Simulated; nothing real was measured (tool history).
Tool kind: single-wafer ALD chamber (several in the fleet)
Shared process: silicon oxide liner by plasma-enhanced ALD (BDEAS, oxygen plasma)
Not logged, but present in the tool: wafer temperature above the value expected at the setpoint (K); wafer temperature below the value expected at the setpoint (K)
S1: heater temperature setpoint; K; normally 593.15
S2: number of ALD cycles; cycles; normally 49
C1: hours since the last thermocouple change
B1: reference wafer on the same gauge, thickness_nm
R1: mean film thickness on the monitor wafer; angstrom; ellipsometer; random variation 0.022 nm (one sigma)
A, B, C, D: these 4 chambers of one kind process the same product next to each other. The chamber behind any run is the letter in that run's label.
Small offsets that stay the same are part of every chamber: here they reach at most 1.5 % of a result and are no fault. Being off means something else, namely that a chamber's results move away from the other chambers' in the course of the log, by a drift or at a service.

run	hour	S1	S2	C1	B1	R1
1B	3.9	593.15	49	1411.3	3.5486	44.401
2C	8.6	593.15	49	2384.6	3.5496	43.595
3A	13.9	593.15	49	778.6	3.5509	44.534
4D	19.6	593.15	49	584.4	3.5567	44.384
5D	25.3	593.15	49	590.1	3.547	44.149
6C	28.6	593.15	49	2404.6	3.5494	43.582
7A	33.8	593.15	49	798.5	3.5493	43.784
8B	38.1	593.15	49	1445.5	3.5484	44.494
9B	43.6	593.15	49	1451	3.549	44.679
10A	47.9	605.15	42	812.6	3.5534	37.272
11D	50.9	605.15	42	615.7	3.549	37.04
12C	54.6	605.15	42	2430.6	3.549	36.732
13C	58.5	605.15	42	2434.5	3.5463	37.152
14D	62.4	593.15	49	627.2	3.5511	44.436
15A	65.5	593.15	49	830.2	3.5482	44.565
16B	70.9	593.15	49	1478.3	3.5518	44.084
17D	73.8	593.15	49	638.6	3.5508	43.914
18A	78.7	593.15	49	843.4	3.5509	44.342
19B	82.4	593.15	49	1489.8	3.556	44.451
20C	88.3	593.15	49	2464.3	3.5478	43.665
21A	94.4	593.15	49	859.1	3.5505	43.665
22C	100.3	593.15	49	2476.3	3.5496	43.36
23D	106.5	593.15	49	671.3	3.5515	44.071
24B	111.3	593.15	49	1518.7	3.554	44.183
25D	115.9	593.15	49	680.7	3.5496	44.16

Which is it: a chamber that has drifted or been left off by a service, a gauge drift common to all chambers, or only each chamber's usual small offset? If a chamber is off, name it and its likeliest cause.

All chambers stay in line apart from their small fixed offsets, and the gauge does not drift.
